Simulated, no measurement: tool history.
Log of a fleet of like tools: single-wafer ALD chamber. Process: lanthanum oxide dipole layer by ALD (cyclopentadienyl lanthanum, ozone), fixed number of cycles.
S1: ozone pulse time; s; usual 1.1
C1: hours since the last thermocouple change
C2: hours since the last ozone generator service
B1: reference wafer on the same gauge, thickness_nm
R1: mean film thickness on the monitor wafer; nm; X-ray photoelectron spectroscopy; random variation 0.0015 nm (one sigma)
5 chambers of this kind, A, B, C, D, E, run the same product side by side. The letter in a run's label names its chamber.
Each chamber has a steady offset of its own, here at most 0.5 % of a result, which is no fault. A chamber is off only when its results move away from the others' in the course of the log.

Run 1D, hour 3.2: usual settings; C1 819.5; C2 351; B1 0.58689. Result: R1 0.51309 nm.
Run 2B, hour 8.3: usual settings; C1 1516; C2 1761.2; B1 0.58695. Result: R1 0.51404 nm.
Run 3C, hour 10.6: usual settings; C1 1402.1; C2 151.2; B1 0.5872. Result: R1 0.51575 nm.
Run 4A, hour 13.7: usual settings; C1 1643.4; C2 728.3; B1 0.58697. Result: R1 0.51196 nm.
Run 5E, hour 16.9: usual settings; C1 2239.7; C2 763; B1 0.58697. Result: R1 0.51832 nm.
Run 6A, hour 21.8: usual settings; C1 1651.5; C2 736.4; B1 0.58702. Result: R1 0.50908 nm.
Run 7C, hour 27.1: usual settings; C1 1418.6; C2 167.7; B1 0.58681. Result: R1 0.51727 nm.
Run 8E, hour 31.8: usual settings; C1 2254.6; C2 777.9; B1 0.58661. Result: R1 0.5162 nm.
Run 9B, hour 34.3: usual settings but S1 0.76 s; C1 1542; C2 1787.2; B1 0.58717. Result: R1 0.45279 nm.
Run 10D, hour 38.6: usual settings but S1 0.76 s; C1 854.9; C2 386.4; B1 0.58688. Result: R1 0.4527 nm.
Run 11E, hour 41: usual settings but S1 0.76 s; C1 2263.8; C2 787.1; B1 0.58705. Result: R1 0.44948 nm.
At hour 43: chamber B: ozone generator serviced.
Run 12D, hour 45.6: usual settings but S1 0.76 s; C1 861.9; C2 393.4; B1 0.58686. Result: R1 0.45365 nm.
Run 13A, hour 49.4: usual settings but S1 0.76 s; C1 1679.1; C2 764; B1 0.58726. Result: R1 0.45357 nm.
Run 14B, hour 52: usual settings; C1 1559.7; C2 9.1; B1 0.58732. Result: R1 0.51786 nm.
Run 15C, hour 55.2: usual settings; C1 1446.7; C2 195.8; B1 0.5869. Result: R1 0.51552 nm.
Run 16A, hour 59.5: usual settings; C1 1689.2; C2 774.1; B1 0.58724. Result: R1 0.50962 nm.
Run 17C, hour 64.7: usual settings; C1 1456.2; C2 205.3; B1 0.58687. Result: R1 0.51438 nm.
Run 18E, hour 69.3: usual settings; C1 2292.1; C2 815.4; B1 0.5867. Result: R1 0.51502 nm.
Run 19D, hour 73.6: usual settings; C1 889.9; C2 421.4; B1 0.5875. Result: R1 0.51224 nm.
Run 20B, hour 77.2: usual settings; C1 1584.9; C2 34.3; B1 0.58673. Result: R1 0.51789 nm.
Run 21D, hour 81.2: usual settings but S1 0.86 s; C1 897.5; C2 429; B1 0.58733. Result: R1 0.47421 nm.
Run 22E, hour 83.6: usual settings but S1 0.86 s; C1 2306.4; C2 829.7; B1 0.58708. Result: R1 0.47505 nm.
Run 23B, hour 88: usual settings but S1 0.86 s; C1 1595.7; C2 45.1; B1 0.5866. Result: R1 0.47688 nm.
At hour 90.3: chamber E: ozone generator serviced.
Run 24A, hour 90.7: usual settings but S1 0.86 s; C1 1720.4; C2 805.3; B1 0.58686. Result: R1 0.47235 nm.
Run 25C, hour 93.2: usual settings but S1 0.86 s; C1 1484.7; C2 233.8; B1 0.58712. Result: R1 0.47247 nm.
Run 26B, hour 95.8: usual settings; C1 1603.5; C2 52.9; B1 0.58706. Result: R1 0.52005 nm.
Run 27D, hour 99.3: usual settings; C1 915.6; C2 447.1; B1 0.58688. Result: R1 0.51543 nm.
Run 28E, hour 102.7: usual settings; C1 2325.5; C2 12.4; B1 0.58677. Result: R1 0.51467 nm.
Run 29C, hour 105.5: usual settings; C1 1497; C2 246.1; B1 0.58692. Result: R1 0.51572 nm.
At hour 107.4: chamber D: thermocouple changed; heater temperature recalibrated.
Run 30A, hour 110.3: usual settings; C1 1740; C2 824.9; B1 0.58695. Result: R1 0.51007 nm.
Run 31D, hour 113.2: usual settings; C1 5.9; C2 461; B1 0.58746. Result: R1 0.51494 nm.
Run 32A, hour 117.9: usual settings; C1 1747.6; C2 832.5; B1 0.58716. Result: R1 0.5142 nm.
Run 33C, hour 121.9: usual settings; C1 1513.4; C2 262.5; B1 0.58706. Result: R1 0.51632 nm.
Run 34B, hour 125.6: usual settings; C1 1633.3; C2 82.7; B1 0.58698. Result: R1 0.51765 nm.
Run 35E, hour 130.8: usual settings but S1 0.86 s; C1 2353.6; C2 40.5; B1 0.58706. Result: R1 0.47445 nm.
Run 36A, hour 135.1: usual settings but S1 0.86 s; C1 1764.8; C2 849.7; B1 0.58709. Result: R1 0.47176 nm.
Run 37D, hour 139: usual settings but S1 0.86 s; C1 31.7; C2 486.8; B1 0.58666. Result: R1 0.47383 nm.
Run 38C, hour 142.2: usual settings but S1 0.86 s; C1 1533.7; C2 282.8; B1 0.58681. Result: R1 0.47469 nm.

What goes on in this fleet: one chamber off, a drifting gauge, or nothing beyond the chambers' own small offsets? Name the chamber and the cause, if any.

No chamber stands off beyond its own small offset, and the gauge holds steady.
